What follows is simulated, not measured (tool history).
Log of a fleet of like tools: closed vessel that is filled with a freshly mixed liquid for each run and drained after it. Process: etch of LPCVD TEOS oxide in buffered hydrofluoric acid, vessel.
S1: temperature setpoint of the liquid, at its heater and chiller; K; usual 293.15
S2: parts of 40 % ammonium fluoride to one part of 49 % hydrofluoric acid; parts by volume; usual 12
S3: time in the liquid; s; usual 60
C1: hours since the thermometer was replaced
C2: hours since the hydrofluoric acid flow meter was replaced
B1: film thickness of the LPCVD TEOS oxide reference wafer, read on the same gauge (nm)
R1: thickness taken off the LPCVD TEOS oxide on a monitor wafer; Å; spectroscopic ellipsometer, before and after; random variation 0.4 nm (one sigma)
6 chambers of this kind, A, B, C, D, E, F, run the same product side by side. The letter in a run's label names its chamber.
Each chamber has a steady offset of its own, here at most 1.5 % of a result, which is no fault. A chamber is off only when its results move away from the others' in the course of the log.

run   hour      S1   S2  S3      C1      C2      B1      R1
 1B    8.1  293.15   12  60  1832.2      58     110  1083.9
 2F   20.6  293.15   12  60  2508.1     457     110  1095.8
 3A   30.2  293.15   12  60   805.9   590.6  110.01  1101.7
 4E   36.4  293.15   12  60  2367.4   854.1  109.98  1096.4
 5D   47.9  293.15   12  60   737.8   887.8  109.98  1084.7
 6C   58.1  293.15   12  60  1728.8   765.9  109.95  1077.2
      59.5  -- chamber D: thermometer replaced
 7F   68.7  293.15   12  60  2556.2   505.1  110.04  1098.4
 8A   76.3  293.15   12  60     852   636.7  109.97  1096.7
 9E   82.2  293.15   12  60  2413.2   899.9  110.01  1089.3
10C     91  293.15   12  60  1761.7   798.8  110.03  1072.2
11B   98.2  293.15   12  60  1922.3   148.1  109.98  1083.8
12D  110.3  293.15   12  60    50.9   950.2  109.98  1081.2
13B  116.4  290.15  8.5  60  1940.5   166.3     110    1245
14E  124.2  290.15  8.5  60  2455.2   941.9  110.01  1250.4
15C    135  290.15  8.5  60  1805.7   842.8     110  1244.8
     139.3  -- chamber F: hydrofluoric acid flow meter replaced
16A  146.7  290.15  8.5  60   922.4   707.1  109.95  1263.3
17D  157.5  290.15  8.5  60    98.1   997.4  110.02  1238.1
18F  163.4  290.15  8.5  60  2650.9    24.2  110.04  1266.1
19D  174.8  293.15  7.5  60   115.4  1014.7     110  1690.2
20E  181.3  293.15  7.5  60  2512.3     999  110.01    1709
21F    191  293.15  7.5  60  2678.5    51.8     110    1712
22C  197.4  293.15  7.5  60  1868.1   905.2  110.01  1684.9
23B  209.1  293.15  7.5  60  2033.2     259  110.02  1695.5
24A  214.9  293.15  7.5  60   990.6   775.3  109.99  1720.5
25F    222  293.15   12  60  2709.5    82.8     110  1086.8
     225.8  -- chamber F: thermometer replaced
     234.3  -- chamber E: thermometer replaced
26C  234.8  293.15   12  60  1905.5   942.6  109.96  1077.7
27A  241.6  293.15   12  60  1017.3     802     110  1087.3
28E  249.9  293.15   12  60    15.7  1067.6  109.99  1089.2
29B  256.1  293.15   12  75  2080.2     306  110.01  1354.3
30D  268.9  293.15   12  75   209.5  1108.8  110.02  1347.8
31F  281.9  293.15   12  75    56.1   142.7  109.98  1372.1
32B  292.3  293.15   12  75  2116.4   342.2     110  1351.2
33A  298.7  293.15   12  75  1074.4   859.1  110.01  1364.1
34D  307.1  293.15   12  75   247.7    1147  110.02  1355.7
35C  315.2  293.15   12  60  1985.9    1023  109.98  1068.2
36E    326  293.15   12  60    91.8  1143.7  109.97  1095.2
37E  338.3  293.15   12  60   104.1    1156  110.01  1088.4
38F  345.5  293.15   12  60   119.7   206.3  109.99  1092.9
39D  353.2  293.15   12  60   293.8  1193.1     110  1079.6
40C  364.3  293.15   12  60    2035  1072.1  109.99  1064.9
41A  374.7  293.15   12  60  1150.4   935.1  109.99  1099.9

Next, every chamber runs the same settings. What will each give?
42A  384.3  293.15  7.5  60               ?
42B  384.3  293.15  7.5  60               ?
42C  384.3  293.15  7.5  60               ?
42D  384.3  293.15  7.5  60               ?
42E  384.3  293.15  7.5  60               ?
42F  384.3  293.15  7.5  60               ?

run      R1
42A  1723.3
42B  1686.6
42C  1693.5
42D  1680.5
42E  1709.3
42F  1721.9

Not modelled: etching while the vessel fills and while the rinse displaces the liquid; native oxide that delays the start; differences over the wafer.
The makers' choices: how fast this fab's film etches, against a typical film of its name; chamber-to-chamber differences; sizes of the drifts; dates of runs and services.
